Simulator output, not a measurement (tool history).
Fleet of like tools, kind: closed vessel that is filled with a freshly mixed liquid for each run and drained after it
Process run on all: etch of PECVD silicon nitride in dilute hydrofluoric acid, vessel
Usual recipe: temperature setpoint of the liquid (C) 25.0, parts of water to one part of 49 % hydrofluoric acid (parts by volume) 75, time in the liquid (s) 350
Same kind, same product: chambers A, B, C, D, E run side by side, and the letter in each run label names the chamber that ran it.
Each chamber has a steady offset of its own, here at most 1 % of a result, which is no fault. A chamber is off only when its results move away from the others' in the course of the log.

run   hour  temperature setpoint of the liquid (C)  parts of water to one part of 49 % hydrofluoric acid (parts by volume)  time in the liquid (s)  hours since the thermometer was replaced  hours since the hydrofluoric acid flow meter was replaced  read-back film thickness of the PECVD silicon nitride reference wafer, read on the same gauge (nm)  thickness taken off the PECVD silicon nitride on a monitor wafer (angstrom)
 1B   11.0                                    25.0                                                                      75                     350                                    1415.9                                                      154.6                                                                                              149.99                                                                       285.27
 2D   18.8                                    25.0                                                                      75                     350                                     152.4                                                      204.7                                                                                              150.01                                                                       282.88
 3A   25.2                                    25.0                                                                      75                     350                                    1740.9                                                     1768.9                                                                                              149.98                                                                       282.28
 4E   36.4                                    25.0                                                                      75                     350                                    1635.9                                                      209.4                                                                                              150.00                                                                       278.88
 5C   45.9                                    25.0                                                                      75                     350                                    1142.6                                                      276.9                                                                                              150.01                                                                       282.05
 6D   51.9                                    25.0                                                                      75                     350                                     185.5                                                      237.8                                                                                              150.03                                                                       280.14
 7B   62.8                                    25.0                                                                      75                     350                                    1467.7                                                      206.4                                                                                              150.00                                                                       282.49
 8E   72.5                                    25.0                                                                      75                     350                                    1672.0                                                      245.5                                                                                              149.98                                                                       279.56
 9C   77.9                                    25.0                                                                      75                     195                                    1174.6                                                      308.9                                                                                              149.99                                                                       158.12
10A   84.9                                    25.0                                                                      75                     195                                    1800.6                                                     1828.6                                                                                              150.01                                                                       155.42
11E   90.6                                    25.0                                                                      75                     195                                    1690.1                                                      263.6                                                                                              150.01                                                                       153.39
12A   98.7                                    25.0                                                                      75                     195                                    1814.4                                                     1842.4                                                                                              149.99                                                                       159.85
13D  110.1                                    25.0                                                                      75                     195                                     243.7                                                      296.0                                                                                              150.02                                                                       155.51
14C  116.9                                    25.0                                                                      75                     350                                    1213.6                                                      347.9                                                                                              149.99                                                                       285.07
15B  127.4                                    22.5                                                                      75                     545                                    1532.3                                                      271.0                                                                                              150.00                                                                       373.96
     130.1  -- chamber E: thermometer replaced
16C  133.6                                    22.5                                                                      75                     545                                    1230.3                                                      364.6                                                                                              150.00                                                                       373.27
17E  143.7                                    22.5                                                                      75                     545                                      13.6                                                      316.7                                                                                              150.01                                                                       366.94
18D  154.8                                    22.5                                                                      75                     545                                     288.4                                                      340.7                                                                                              149.98                                                                       375.34
19A  163.1                                    22.5                                                                      75                     545                                    1878.8                                                     1906.8                                                                                              150.00                                                                       376.03
20B  174.4                                    25.0                                                                      75                     425                                    1579.3                                                      318.0                                                                                              149.98                                                                       344.01
21B  186.4                                    25.0                                                                      75                     425                                    1591.3                                                      330.0                                                                                              149.97                                                                       344.98
22C  195.4                                    25.0                                                                      75                     425                                    1292.1                                                      426.4                                                                                              150.01                                                                       345.11
23A  204.0                                    25.0                                                                      75                     425                                    1919.7                                                     1947.7                                                                                              150.01                                                                       348.14
24E  214.1                                    25.0                                                                      75                     425                                      84.0                                                      387.1                                                                                              149.97                                                                       341.92
25D  226.3                                    25.0                                                                      75                     350                                     359.9                                                      412.2                                                                                              149.98                                                                       280.02
26B  238.5                                    25.0                                                                      75                     350                                    1643.4                                                      382.1                                                                                              149.98                                                                       282.22
27E  251.0                                    25.0                                                                      75                     350                                     120.9                                                      424.0                                                                                              150.02                                                                       277.35
28A  261.8                                    25.0                                                                      75                     350                                    1977.5                                                     2005.5                                                                                              150.01                                                                       290.43
29D  269.8                                    21.5                                                                      75                     350                                     403.4                                                      455.7                                                                                              150.01                                                                       223.65
30C  276.8                                    21.5                                                                      75                     350                                    1373.5                                                      507.8                                                                                              150.01                                                                       223.80
31E  285.3                                    21.5                                                                      75                     350                                     155.2                                                      458.3                                                                                              149.98                                                                       220.56
     293.0  -- chamber B: hydrofluoric acid flow meter replaced
32D  297.0                                    21.5                                                                      75                     350                                     430.6                                                      482.9                                                                                              150.00                                                                       222.33
33B  307.7                                    21.5                                                                      75                     350                                    1712.6                                                       14.7                                                                                              150.00                                                                       221.88

Is one chamber out of step, is the gauge drifting, or do the chambers differ by no more than their own small offsets? For an off chamber, give its letter and the likeliest cause.

It is chamber A that slowly wanders off from its peers.
Most likely cause: liquid hotter than its thermometer reads (K) = 0.711.
The log might look much the same if the cause were instead: hydrofluoric acid flow above the setpoint (%).

Below are 4 candidate recipes for chamber A's next run, each the usual settings with a change, their results shown as question marks. Which of them brings A's results back in line with what the other chambers give on the usual settings?
To be in line, a result may differ from the other chambers' mean on the usual settings by at most: thickness taken off the PECVD silicon nitride on a monitor wafer (angstrom) 7.60
34A-1  316.6                                    25.0                                                                      75                     365                                                                                                                                                                                                                                                                                     ?
34A-2  316.6                                    26.5                                                                      75                     350                                                                                                                                                                                                                                                                                     ?
34A-3  316.6                                    25.0                                                                      75                     335                                                                                                                                                                                                                                                                                     ?
34A-4  316.6                                    24.5                                                                      75                     330                                                                                                                                                                                                                                                                                     ?

Average result of the remaining chambers running the usual settings: thickness taken off the PECVD silicon nitride on a monitor wafer (angstrom) 281.46
  run  thickness taken off the PECVD silicon nitride on a monitor wafer (angstrom)
34A-1                                                                       307.73
34A-2                                                                       325.69
34A-3                                                                       282.43
34A-4                                                                       269.20
The answer is 34A-3, which returns the chamber to within the allowed miss of the others.
